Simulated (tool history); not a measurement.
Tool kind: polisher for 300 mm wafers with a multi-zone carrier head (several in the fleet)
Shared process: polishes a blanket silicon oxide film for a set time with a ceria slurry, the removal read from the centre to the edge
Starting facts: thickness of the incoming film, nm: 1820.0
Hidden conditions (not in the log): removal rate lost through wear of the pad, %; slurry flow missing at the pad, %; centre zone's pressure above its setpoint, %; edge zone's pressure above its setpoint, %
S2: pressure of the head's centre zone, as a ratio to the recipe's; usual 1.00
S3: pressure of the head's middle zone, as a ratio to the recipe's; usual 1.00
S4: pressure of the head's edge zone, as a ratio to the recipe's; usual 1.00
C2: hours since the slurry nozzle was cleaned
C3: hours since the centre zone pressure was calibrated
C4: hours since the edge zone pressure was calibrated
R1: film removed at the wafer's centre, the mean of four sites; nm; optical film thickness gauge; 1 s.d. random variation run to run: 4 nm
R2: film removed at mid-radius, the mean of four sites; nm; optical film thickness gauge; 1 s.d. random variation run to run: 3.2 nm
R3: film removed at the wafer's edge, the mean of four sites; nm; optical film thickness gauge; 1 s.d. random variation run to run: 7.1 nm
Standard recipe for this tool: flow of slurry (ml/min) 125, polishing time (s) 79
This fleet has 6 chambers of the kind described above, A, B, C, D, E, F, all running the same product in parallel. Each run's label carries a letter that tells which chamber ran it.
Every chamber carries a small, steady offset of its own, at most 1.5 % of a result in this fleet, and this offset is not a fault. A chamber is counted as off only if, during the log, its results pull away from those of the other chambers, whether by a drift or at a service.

-- hour=0.6 chamber E: slurry nozzle cleaned
run 1C hour=5.0 | flow_of_slurry_(ml/min)=125 S2=1.00 S3=1.00 S4=1.00 polishing_time_(s)=79 | wafers_polished_on_this_pad=596 C2=187.7 C3=23.6 C4=310.4 | R1=494.50 R2=487.00 R3=481.55
-- hour=6.7 chamber D: worn pad replaced by a new one
run 2E hour=9.7 | flow_of_slurry_(ml/min)=125 S2=1.00 S3=1.00 S4=1.00 polishing_time_(s)=79 | wafers_polished_on_this_pad=235 C2=9.2 C3=674.9 C4=609.3 | R1=495.60 R2=486.83 R3=478.82
-- hour=12.1 chamber A: worn pad replaced by a new one
run 3F hour=12.2 | flow_of_slurry_(ml/min)=125 S2=1.00 S3=1.00 S4=1.00 polishing_time_(s)=79 | wafers_polished_on_this_pad=244 C2=176.5 C3=515.2 C4=92.6 | R1=484.22 R2=483.17 R3=491.52
run 4A hour=15.5 | flow_of_slurry_(ml/min)=125 S2=1.00 S3=1.00 S4=1.00 polishing_time_(s)=79 | wafers_polished_on_this_pad=44 C2=182.3 C3=179.3 C4=518.8 | R1=478.03 R2=484.45 R3=496.88
run 5D hour=19.5 | flow_of_slurry_(ml/min)=125 S2=1.00 S3=1.00 S4=1.00 polishing_time_(s)=79 | wafers_polished_on_this_pad=165 C2=101.8 C3=463.2 C4=239.5 | R1=484.15 R2=481.52 R3=485.47
run 6B hour=21.7 | flow_of_slurry_(ml/min)=125 S2=0.89 S3=1.00 S4=1.00 polishing_time_(s)=64 | wafers_polished_on_this_pad=548 C2=272.3 C3=639.6 C4=459.2 | R1=352.42 R2=393.09 R3=404.93
-- hour=21.9 chamber C: worn pad replaced by a new one
run 7B hour=26.1 | flow_of_slurry_(ml/min)=125 S2=0.89 S3=1.00 S4=1.00 polishing_time_(s)=64 | wafers_polished_on_this_pad=604 C2=276.7 C3=644.0 C4=463.6 | R1=349.57 R2=394.89 R3=388.59
run 8A hour=29.3 | flow_of_slurry_(ml/min)=125 S2=0.89 S3=1.00 S4=1.00 polishing_time_(s)=64 | wafers_polished_on_this_pad=222 C2=196.1 C3=193.1 C4=532.6 | R1=344.63 R2=396.25 R3=391.49
-- hour=31.1 chamber F: worn pad replaced by a new one
run 9F hour=33.7 | flow_of_slurry_(ml/min)=125 S2=0.89 S3=1.00 S4=1.00 polishing_time_(s)=64 | wafers_polished_on_this_pad=33 C2=198.0 C3=536.7 C4=114.1 | R1=345.39 R2=394.87 R3=385.96
-- hour=36.3 chamber B: edge zone pressure recalibrated
run 10E hour=36.3 | flow_of_slurry_(ml/min)=125 S2=0.89 S3=1.00 S4=1.00 polishing_time_(s)=64 | wafers_polished_on_this_pad=577 C2=35.8 C3=701.5 C4=635.9 | R1=353.24 R2=398.44 R3=396.14
run 11D hour=40.1 | flow_of_slurry_(ml/min)=125 S2=0.89 S3=1.00 S4=1.00 polishing_time_(s)=64 | wafers_polished_on_this_pad=429 C2=122.4 C3=483.8 C4=260.1 | R1=342.18 R2=387.32 R3=397.82
run 12C hour=42.5 | flow_of_slurry_(ml/min)=125 S2=1.00 S3=1.00 S4=1.00 polishing_time_(s)=79 | wafers_polished_on_this_pad=265 C2=225.2 C3=61.1 C4=347.9 | R1=484.67 R2=488.40 R3=479.20
run 13A hour=47.3 | flow_of_slurry_(ml/min)=125 S2=1.00 S3=1.00 S4=1.00 polishing_time_(s)=79 | wafers_polished_on_this_pad=453 C2=214.1 C3=211.1 C4=550.6 | R1=484.51 R2=479.69 R3=483.59
run 14C hour=50.3 | flow_of_slurry_(ml/min)=170 S2=1.00 S3=1.00 S4=1.00 polishing_time_(s)=70 | wafers_polished_on_this_pad=365 C2=233.0 C3=68.9 C4=355.7 | R1=463.99 R2=457.49 R3=435.40
run 15F hour=54.2 | flow_of_slurry_(ml/min)=170 S2=1.00 S3=1.00 S4=1.00 polishing_time_(s)=70 | wafers_polished_on_this_pad=296 C2=218.5 C3=557.2 C4=134.6 | R1=465.43 R2=459.75 R3=444.19
run 16D hour=58.3 | flow_of_slurry_(ml/min)=170 S2=1.00 S3=1.00 S4=1.00 polishing_time_(s)=70 | wafers_polished_on_this_pad=663 C2=140.6 C3=502.0 C4=278.3 | R1=464.59 R2=453.12 R3=452.67
-- hour=59.5 chamber B: centre zone pressure recalibrated
run 17E hour=60.6 | flow_of_slurry_(ml/min)=170 S2=1.00 S3=1.00 S4=1.00 polishing_time_(s)=70 | wafers_polished_on_this_pad=889 C2=60.1 C3=725.8 C4=660.2 | R1=470.59 R2=459.81 R3=445.31
run 18B hour=63.5 | flow_of_slurry_(ml/min)=170 S2=1.00 S3=1.00 S4=1.00 polishing_time_(s)=70 | wafers_polished_on_this_pad=1085 C2=314.1 C3=4.1 C4=27.2 | R1=469.24 R2=454.59 R3=462.81
-- hour=65.8 chamber B: worn pad replaced by a new one
run 19D hour=66.5 | flow_of_slurry_(ml/min)=170 S2=1.00 S3=1.00 S4=1.00 polishing_time_(s)=70 | wafers_polished_on_this_pad=769 C2=148.8 C3=510.2 C4=286.5 | R1=454.80 R2=451.56 R3=459.96
-- hour=68.0 chamber F: worn pad replaced by a new one
run 20E hour=71.0 | flow_of_slurry_(ml/min)=125 S2=1.00 S3=1.00 S4=1.00 polishing_time_(s)=79 | wafers_polished_on_this_pad=1023 C2=70.5 C3=736.2 C4=670.6 | R1=488.74 R2=488.52 R3=483.31
-- hour=73.7 chamber D: worn pad replaced by a new one
run 21F hour=75.2 | flow_of_slurry_(ml/min)=125 S2=1.00 S3=1.00 S4=1.00 polishing_time_(s)=79 | wafers_polished_on_this_pad=93 C2=239.5 C3=578.2 C4=155.6 | R1=483.92 R2=489.86 R3=484.42
-- hour=76.4 chamber D: centre zone pressure recalibrated
run 22B hour=79.9 | flow_of_slurry_(ml/min)=125 S2=1.00 S3=0.94 S4=1.00 polishing_time_(s)=56 | wafers_polished_on_this_pad=182 C2=330.5 C3=20.5 C4=43.6 | R1=347.92 R2=326.08 R3=358.71
-- hour=82.7 chamber C: worn pad replaced by a new one
-- hour=83.0 chamber A: worn pad replaced by a new one
run 23C hour=83.8 | flow_of_slurry_(ml/min)=125 S2=1.00 S3=0.94 S4=1.00 polishing_time_(s)=56 | wafers_polished_on_this_pad=14 C2=266.5 C3=102.4 C4=389.2 | R1=339.29 R2=317.13 R3=332.60
run 24A hour=87.4 | flow_of_slurry_(ml/min)=125 S2=1.00 S3=0.94 S4=1.00 polishing_time_(s)=56 | wafers_polished_on_this_pad=56 C2=254.2 C3=251.2 C4=590.7 | R1=347.37 R2=326.26 R3=351.09
run 25C hour=91.0 | flow_of_slurry_(ml/min)=125 S2=1.00 S3=0.94 S4=1.00 polishing_time_(s)=56 | wafers_polished_on_this_pad=107 C2=273.7 C3=109.6 C4=396.4 | R1=336.71 R2=316.16 R3=329.85
run 26D hour=93.2 | flow_of_slurry_(ml/min)=125 S2=1.00 S3=0.94 S4=1.00 polishing_time_(s)=56 | wafers_polished_on_this_pad=251 C2=175.5 C3=16.8 C4=313.2 | R1=336.64 R2=325.74 R3=341.92
run 27E hour=96.0 | flow_of_slurry_(ml/min)=125 S2=1.00 S3=0.94 S4=1.00 polishing_time_(s)=56 | wafers_polished_on_this_pad=1344 C2=95.5 C3=761.2 C4=695.6 | R1=352.34 R2=328.78 R3=352.38
run 28B hour=99.0 | flow_of_slurry_(ml/min)=125 S2=1.00 S3=1.00 S4=1.00 polishing_time_(s)=79 | wafers_polished_on_this_pad=427 C2=349.6 C3=39.6 C4=62.7 | R1=492.07 R2=485.15 R3=500.79
run 29A hour=102.3 | flow_of_slurry_(ml/min)=125 S2=1.00 S3=1.00 S4=1.00 polishing_time_(s)=79 | wafers_polished_on_this_pad=248 C2=269.1 C3=266.1 C4=605.6 | R1=490.25 R2=483.73 R3=480.19
run 30F hour=104.4 | flow_of_slurry_(ml/min)=125 S2=1.00 S3=1.00 S4=1.00 polishing_time_(s)=79 | wafers_polished_on_this_pad=468 C2=268.7 C3=607.4 C4=184.8 | R1=484.24 R2=487.00 R3=478.82
run 31E hour=107.7 | flow_of_slurry_(ml/min)=125 S2=1.00 S3=1.00 S4=1.00 polishing_time_(s)=79 | wafers_polished_on_this_pad=1494 C2=107.2 C3=772.9 C4=707.3 | R1=496.34 R2=496.37 R3=489.31
-- hour=108.5 chamber F: worn pad replaced by a new one
run 32A hour=110.7 | flow_of_slurry_(ml/min)=125 S2=1.00 S3=1.00 S4=1.00 polishing_time_(s)=79 | wafers_polished_on_this_pad=356 C2=277.5 C3=274.5 C4=614.0 | R1=480.11 R2=485.84 R3=489.07
run 33D hour=115.4 | flow_of_slurry_(ml/min)=125 S2=1.00 S3=1.00 S4=1.00 polishing_time_(s)=79 | wafers_polished_on_this_pad=536 C2=197.7 C3=39.0 C4=335.4 | R1=481.26 R2=480.75 R3=488.51
run 34F hour=118.3 | flow_of_slurry_(ml/min)=125 S2=1.00 S3=1.00 S4=1.00 polishing_time_(s)=79 | wafers_polished_on_this_pad=126 C2=282.6 C3=621.3 C4=198.7 | R1=486.72 R2=486.29 R3=475.44
run 35C hour=122.3 | flow_of_slurry_(ml/min)=125 S2=1.00 S3=1.00 S4=1.00 polishing_time_(s)=79 | wafers_polished_on_this_pad=509 C2=305.0 C3=140.9 C4=427.7 | R1=452.85 R2=449.56 R3=462.69
run 36B hour=125.1 | flow_of_slurry_(ml/min)=125 S2=1.00 S3=1.00 S4=1.00 polishing_time_(s)=79 | wafers_polished_on_this_pad=762 C2=375.7 C3=65.7 C4=88.8 | R1=485.87 R2=487.52 R3=494.21
run 37F hour=129.1 | flow_of_slurry_(ml/min)=125 S2=1.00 S3=1.00 S4=1.00 polishing_time_(s)=79 | wafers_polished_on_this_pad=264 C2=293.4 C3=632.1 C4=209.5 | R1=489.17 R2=484.55 R3=472.71

Is one chamber out of step, is the gauge drifting, or do the chambers differ by no more than their own small offsets? For an off chamber, give its letter and the likeliest cause.

One chamber, C, drifts off from the rest bit by bit.
Most likely cause: slurry flow missing at the pad, % = 27.1.

Which of the 4 candidates below, each the usual settings with something changed and its results left as question marks, puts chamber C back in line with what the other chambers give on the usual settings?
Allowed miss from the other chambers' usual-settings mean, per result, to count as in line: R1 14.00 nm; R2 11.00 nm; R3 25.00 nm
run 38C-1 hour=132.7 | flow_of_slurry_(ml/min)=130 S2=1.01 S3=1.01 S4=0.99 polishing_time_(s)=84 | R1=? R2=? R3=?
run 38C-2 hour=132.7 | flow_of_slurry_(ml/min)=125 S2=1.00 S3=1.00 S4=1.00 polishing_time_(s)=77 | R1=? R2=? R3=?
run 38C-3 hour=132.7 | flow_of_slurry_(ml/min)=125 S2=1.00 S3=1.00 S4=1.00 polishing_time_(s)=81 | R1=? R2=? R3=?
run 38C-4 hour=132.7 | flow_of_slurry_(ml/min)=120 S2=0.99 S3=0.99 S4=1.01 polishing_time_(s)=74 | R1=? R2=? R3=?

The mean the other chambers reach with the usual settings: R1 488.11 nm; R2 485.98 nm; R3 487.27 nm
run=38C-1 R1=488.73 R2=486.25 R3=489.35
run=38C-2 R1=437.07 R2=436.46 R3=447.48
run=38C-3 R1=459.78 R2=459.13 R3=470.73
run=38C-4 R1=409.28 R2=410.29 R3=428.74
Change 38C-1 lands the chamber within the allowed miss of the other chambers.
